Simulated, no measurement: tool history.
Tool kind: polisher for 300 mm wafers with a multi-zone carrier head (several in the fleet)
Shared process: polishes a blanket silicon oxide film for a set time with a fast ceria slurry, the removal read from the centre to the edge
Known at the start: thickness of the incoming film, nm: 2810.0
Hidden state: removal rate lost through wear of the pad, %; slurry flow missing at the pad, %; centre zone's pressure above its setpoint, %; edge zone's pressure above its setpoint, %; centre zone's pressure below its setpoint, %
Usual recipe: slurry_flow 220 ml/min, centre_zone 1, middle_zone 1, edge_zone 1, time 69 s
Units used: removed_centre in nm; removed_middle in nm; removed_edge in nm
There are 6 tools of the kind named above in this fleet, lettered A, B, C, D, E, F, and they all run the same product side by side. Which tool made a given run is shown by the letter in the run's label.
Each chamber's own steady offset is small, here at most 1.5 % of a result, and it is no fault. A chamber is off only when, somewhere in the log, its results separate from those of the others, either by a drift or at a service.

run	hour	slurry_flow	centre_zone	middle_zone	edge_zone	time	wafers polished on this pad	hours since the slurry nozzle was cleaned	hours since the centre zone pressure was calibrated	hours since the edge zone pressure was calibrated	removed_centre	removed_middle	removed_edge
# hour 4.1: chamber F: worn pad replaced by a new one
1A	4.4	220	1	1	1	69	743	686.2	450.2	546.9	957.41	994.54	987.14
# hour 6.5: chamber E: centre zone pressure recalibrated
# hour 9.9: chamber E: slurry nozzle cleaned
2F	13.8	220	1	1	1	69	103	28.4	801	370.9	991.05	998.75	949.57
# hour 14.3: chamber E: worn pad replaced by a new one
# hour 14.7: chamber A: edge zone pressure recalibrated
# hour 18: chamber A: worn pad replaced by a new one
3C	18.4	220	1	1	1	69	210	52.6	306.6	1118.7	979.88	973.16	957.24
4D	25.7	220	1	1	1	69	315	446	406.3	34.3	969.95	975.54	1020.2
5B	32.5	275	1	1.1	1	69	760	319.1	386.4	360.1	990.08	1098.9	989.64
6E	40.9	275	1	1.1	1	69	280	31.1	34.5	888.1	1002.5	1100.8	1023.3
7C	45.3	275	1	1.1	1	69	493	79.5	333.5	1145.6	1013.4	1109	986.99
# hour 49.3: chamber D: worn pad replaced by a new one
# hour 49.9: chamber B: worn pad replaced by a new one
8D	51.9	275	1	1.1	1	69	28	472.2	432.5	60.5	1011.2	1103.3	1007.1
9A	56.9	275	1	1.1	1	69	410	738.7	502.7	42.2	994.28	1096.6	1021.5
10F	62.2	275	1	1.1	1	69	612	76.8	849.4	419.3	1007.4	1103.6	989.84
11B	69.8	220	1	1	1	69	209	356.4	423.7	397.4	961.34	992.68	959.26
12E	75.5	220	1	1	1	69	644	65.7	69.1	922.7	969.15	975.69	1001.3
13A	79.9	220	1	1	1	69	652	761.7	525.7	65.2	965.18	971.68	994.97
# hour 80: chamber E: worn pad replaced by a new one
14C	87.7	220	1	1	1	69	940	121.9	375.9	1188	980.44	957.55	997.27
15F	95.2	220	1	1	1	69	959	109.8	882.4	452.3	977.76	975.45	970.17
# hour 102.3: chamber A: worn pad replaced by a new one
# hour 102.7: chamber D: worn pad replaced by a new one
# hour 102.8: chamber F: worn pad replaced by a new one
16E	102.8	220	1	1	1	69	240	93	96.4	950	954.51	978.12	991.73
# hour 106.5: chamber C: worn pad replaced by a new one
# hour 110.3: chamber C: edge zone pressure recalibrated
17D	112.2	220	1	1	1	69	100	532.5	492.8	120.8	960.9	973.5	991.23
18B	119.8	220	1	1	1	69	735	406.4	473.7	447.4	976.19	1002.9	979.93
# hour 123.1: chamber B: worn pad replaced by a new one
19A	127.3	220	1	1	1	69	263	809.1	573.1	112.6	976.45	972.95	953.59
20B	135	220	1	1	1	69	126	421.6	488.9	462.6	967.55	965.84	983.92
# hour 138.6: chamber D: slurry nozzle cleaned
21F	142.5	220	1	1	1	69	417	157.1	929.7	499.6	989.17	989.3	982.57
22D	147.9	220	1	1	1	69	476	9.4	528.5	156.5	953.19	994.99	972.4
23E	153.6	220	1	1	1	69	774	143.8	147.2	1000.8	970.96	971.83	977.55
# hour 156.3: chamber E: worn pad replaced by a new one
# hour 157.4: chamber D: worn pad replaced by a new one
24C	157.8	220	1	1	1	69	540	192	446	47.6	970.01	974.12	969.87
25F	165.4	220	1	1	1	69	659	180	952.6	522.5	976.9	975.51	975.09
26E	171.1	220	1	1	1	69	156	161.3	164.7	1018.3	964.15	984.77	985.62
27B	180	220	1	1	0.95	69	599	466.6	533.9	507.6	979.09	970.35	985.01
# hour 182.2: chamber F: worn pad replaced by a new one
28C	187.1	220	1	1	0.95	69	849	221.3	475.3	76.9	984.71	985.85	970.79
# hour 192.1: chamber A: worn pad replaced by a new one
# hour 192.4: chamber A: slurry nozzle cleaned
29D	196	220	1	1	0.95	69	407	57.5	576.6	204.6	929.62	975.84	969.54
30A	201.6	220	1	1	0.95	69	100	9.2	647.4	186.9	971.9	975.66	968.2
# hour 202.4: chamber B: worn pad replaced by a new one
# hour 206.6: chamber C: worn pad replaced by a new one
31B	207	220	1	1	0.95	69	48	493.6	560.9	534.6	977.14	994.38	953.95
# hour 208: chamber D: worn pad replaced by a new one
32F	213.5	220	1	1	0.95	69	330	228.1	1000.7	570.6	974.72	985.9	958.43
33E	217.8	220	1	1	1	69	648	208	211.4	1065	971	993.02	986.41
# hour 218.6: chamber E: worn pad replaced by a new one
34A	222.2	220	1	1	1	69	316	29.8	668	207.5	970.82	974.64	952.67
35C	227.2	220	1	1	1	69	217	261.4	515.4	117	992	958.88	988.47
36D	235.4	220	1	1	1	69	288	96.9	616	244	932.34	985.05	984.75
37B	243.3	220	1	1	1	69	430	529.9	597.2	570.9	982.25	992.47	979.25
38F	250	220	1	1.07	1	79	714	264.6	1037.2	607.1	1122.6	1194	1133.6
39C	255	220	1	1.07	1	79	510	289.2	543.2	144.8	1115.2	1181.6	1096.2
40E	264.5	220	1	1.07	1	79	484	254.7	258.1	1111.7	1104.5	1201	1134.9

What goes on in this fleet: one chamber off, a drifting gauge, or nothing beyond the chambers' own small offsets? Name the chamber and the cause, if any.

One chamber, D, drifts off from the rest bit by bit.
Most likely cause: centre zone's pressure below its setpoint, % = 6.2.

Chamber D could run next with any of the 4 candidate recipes listed below; each alters the usual settings, and their results appear as question marks. Which one brings its results back in line with what the other chambers deliver on the usual settings?
In-line tolerance around the mean of the other chambers on the usual settings: removed_centre 24 nm; removed_middle 41 nm; removed_edge 51 nm
41D-1	271.4	220	0.98	1	1.01	69					?	?	?
41D-2	271.4	220	1.02	1	0.99	69					?	?	?
41D-3	271.4	215	0.95	1	1.02	69					?	?	?
41D-4	271.4	225	1.05	1	0.98	69					?	?	?

The mean the other chambers reach with the usual settings: removed_centre 973.17 nm; removed_middle 981.3 nm; removed_edge 978.9 nm
run	removed_centre	removed_middle	removed_edge
41D-1	890.97	975.42	994.2
41D-2	931.25	975.25	983.7
41D-3	857.78	972.54	997.13
41D-4	964.65	978	980.61
With 41D-4, the chamber falls back in line with the rest.

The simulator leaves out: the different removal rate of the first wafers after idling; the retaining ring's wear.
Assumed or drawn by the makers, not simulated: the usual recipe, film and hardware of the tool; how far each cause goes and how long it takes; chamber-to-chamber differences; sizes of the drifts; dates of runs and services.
